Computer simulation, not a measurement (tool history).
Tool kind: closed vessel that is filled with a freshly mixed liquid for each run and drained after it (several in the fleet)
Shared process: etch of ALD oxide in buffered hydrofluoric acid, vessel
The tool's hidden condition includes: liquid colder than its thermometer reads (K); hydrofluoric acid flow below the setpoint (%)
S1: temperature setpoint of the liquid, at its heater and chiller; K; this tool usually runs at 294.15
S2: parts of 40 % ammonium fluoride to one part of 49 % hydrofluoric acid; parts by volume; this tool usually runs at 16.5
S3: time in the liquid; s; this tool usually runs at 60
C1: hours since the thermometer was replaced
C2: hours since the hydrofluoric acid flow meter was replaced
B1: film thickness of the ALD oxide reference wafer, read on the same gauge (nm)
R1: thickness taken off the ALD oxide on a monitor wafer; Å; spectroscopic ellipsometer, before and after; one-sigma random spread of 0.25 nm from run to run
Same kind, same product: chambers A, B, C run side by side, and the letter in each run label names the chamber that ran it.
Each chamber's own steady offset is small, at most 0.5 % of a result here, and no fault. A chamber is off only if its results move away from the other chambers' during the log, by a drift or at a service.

run	hour	S1	S2	S3	C1	C2	B1	R1
1B	12.1	294.15	16.5	60	1650.6	1685.7	70.005	555.17
# hour 19.2: chamber C: thermometer replaced
2C	28.1	294.15	16.5	60	8.9	125.7	69.986	555.70
3A	38.7	294.15	16.5	60	877.1	100.8	69.993	561.00
4B	46.6	294.15	16.5	60	1685.1	1720.2	69.994	563.83
# hour 55.9: chamber B: hydrofluoric acid flow meter replaced
5A	58.2	294.15	16.5	60	896.6	120.3	69.997	559.55
6C	68.7	294.15	16.5	60	49.5	166.3	69.995	556.27
7A	84.2	294.15	16.5	60	922.6	146.3	69.987	556.41
8C	98.7	294.15	16.5	60	79.5	196.3	70.021	555.76
9B	111.2	294.15	16.5	60	1749.7	55.3	69.997	565.21
10B	121.8	294.15	16.5	60	1760.3	65.9	69.982	563.24
11C	132.6	294.15	16.5	60	113.4	230.2	69.989	552.50
12A	147.6	294.15	16.5	60	986.0	209.7	69.978	563.04
13C	159.0	294.15	16.5	60	139.8	256.6	69.983	559.01
14A	171.9	294.15	16.5	60	1010.3	234.0	70.010	557.10
15B	182.1	294.15	11.5	60	1820.6	126.2	69.983	797.65
16B	196.3	294.15	11.5	60	1834.8	140.4	69.978	796.95
17C	211.0	294.15	11.5	60	191.8	308.6	69.997	788.83
18A	227.3	294.15	16.5	60	1065.7	289.4	70.003	558.75
19A	239.1	294.15	16.5	60	1077.5	301.2	69.985	557.87
20B	255.8	294.15	16.5	60	1894.3	199.9	69.997	558.85
21C	271.5	294.15	16.5	60	252.3	369.1	69.987	556.33
22A	282.6	294.15	16.5	60	1121.0	344.7	69.994	562.78

All chambers now run identical settings, listed one chamber a line with results as question marks. What results will each chamber show?
23A	294.6	294.15	16.5	60				?
23B	294.6	294.15	16.5	60				?
23C	294.6	294.15	16.5	60				?

run	R1
23A	561.09
23B	556.88
23C	559.62

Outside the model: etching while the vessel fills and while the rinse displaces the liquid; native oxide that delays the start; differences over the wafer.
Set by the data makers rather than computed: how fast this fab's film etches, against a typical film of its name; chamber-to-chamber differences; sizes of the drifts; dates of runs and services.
